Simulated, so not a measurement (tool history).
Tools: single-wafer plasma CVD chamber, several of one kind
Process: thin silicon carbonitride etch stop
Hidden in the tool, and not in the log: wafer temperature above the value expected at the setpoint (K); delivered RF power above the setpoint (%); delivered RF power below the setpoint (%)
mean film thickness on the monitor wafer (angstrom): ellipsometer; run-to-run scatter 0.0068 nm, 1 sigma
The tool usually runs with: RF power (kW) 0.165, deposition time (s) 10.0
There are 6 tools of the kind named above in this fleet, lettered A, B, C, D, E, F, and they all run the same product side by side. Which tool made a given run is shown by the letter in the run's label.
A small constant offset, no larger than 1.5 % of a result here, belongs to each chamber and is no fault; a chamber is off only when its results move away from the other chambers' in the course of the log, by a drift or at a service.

run	day	RF power (kW)	deposition time (s)	hours since the last thermocouple change	hours since the last RF generator calibration	read-back reference wafer on the same gauge, thickness_nm	mean film thickness on the monitor wafer (angstrom)
1E	0.504	0.165	10.0	706.9	1117.2	5.4691	54.015
2F	0.804	0.165	10.0	1381.5	373.3	5.4675	53.831
3D	1.267	0.165	10.0	2296.7	1138.4	5.4692	52.906
4B	1.654	0.165	10.0	553.6	278.4	5.4669	53.634
# day 1.771: chamber E: RF generator calibrated
5C	1.946	0.165	10.0	1419.6	1780.5	5.4666	54.105
6A	2.408	0.165	10.0	1938.1	2063.9	5.4671	54.329
7F	2.850	0.165	10.0	1430.6	422.4	5.4680	53.900
8A	3.262	0.165	10.0	1958.6	2084.4	5.4634	54.258
9C	3.812	0.165	10.0	1464.4	1825.3	5.4633	54.141
# day 4.196: chamber A: thermocouple changed; heater temperature recalibrated
10B	4.304	0.165	10.0	617.2	342.0	5.4638	53.658
11E	4.742	0.165	10.0	808.6	71.4	5.4612	53.931
12D	5.175	0.165	10.0	2390.5	1232.2	5.4626	52.867
13A	5.779	0.165	10.0	38.0	2144.8	5.4627	54.258
14F	6.396	0.165	10.0	1515.7	507.5	5.4601	53.806
15C	6.775	0.165	10.0	1535.5	1896.4	5.4593	53.950
16E	7.358	0.165	10.0	871.4	134.2	5.4576	53.897
17D	7.704	0.165	10.0	2451.2	1292.9	5.4573	53.006
18B	8.208	0.165	10.0	710.9	435.7	5.4576	53.560
19D	8.483	0.165	10.0	2469.9	1311.6	5.4591	52.841
20F	8.996	0.165	10.0	1578.1	569.9	5.4560	53.842
# day 9.021: chamber C: thermocouple changed; heater temperature recalibrated
21E	9.475	0.165	11.7	922.2	185.0	5.4547	62.885
22C	9.767	0.165	11.7	18.0	1968.2	5.4553	63.255
23B	10.208	0.165	11.7	758.9	483.7	5.4548	62.696
24A	10.525	0.165	11.7	151.9	2258.7	5.4541	63.357
# day 10.867: chamber A: RF generator calibrated
25B	11.062	0.165	11.7	779.4	504.2	5.4526	62.561
26A	11.562	0.165	11.7	176.8	16.7	5.4528	63.366
# day 11.621: chamber D: RF generator calibrated
27D	12.150	0.165	10.0	2557.9	12.7	5.4525	52.799
28E	12.600	0.165	10.0	997.2	260.0	5.4501	53.755
29C	12.967	0.165	10.0	94.8	2045.0	5.4512	53.831
30F	13.250	0.165	10.0	1680.2	672.0	5.4501	53.613
# day 13.371: chamber C: RF generator calibrated
31A	13.796	0.145	11.0	230.4	70.3	5.4467	57.145
32F	14.325	0.145	11.0	1706.0	697.8	5.4507	56.615
33C	14.696	0.145	11.0	136.3	31.9	5.4482	56.958
34E	15.192	0.145	11.0	1059.4	322.2	5.4468	56.828
35B	15.688	0.145	11.0	890.4	615.2	5.4476	56.573
36D	16.021	0.145	11.0	2650.8	105.6	5.4476	55.797
37D	16.454	0.165	10.0	2661.2	116.0	5.4465	52.806
38A	16.996	0.165	10.0	307.2	147.1	5.4471	54.072
39E	17.267	0.165	10.0	1109.2	372.0	5.4474	53.670
40F	17.562	0.140	10.6	1783.7	775.5	5.4448	54.072
41C	18.058	0.140	10.6	217.0	112.6	5.4430	54.392
42B	18.642	0.140	10.6	961.3	686.1	5.4440	53.904

Read the log: is a single chamber off, either drifting away or since a service, is the gauge that measures every chamber drifting, or is nothing wrong beyond small per-chamber offsets? Name any odd chamber and what most likely caused it.

Every chamber seems to shift together because the gauge that measures them all drifts; the chambers themselves are fine.
Most likely cause: gauge reads low (%) = 0.514.

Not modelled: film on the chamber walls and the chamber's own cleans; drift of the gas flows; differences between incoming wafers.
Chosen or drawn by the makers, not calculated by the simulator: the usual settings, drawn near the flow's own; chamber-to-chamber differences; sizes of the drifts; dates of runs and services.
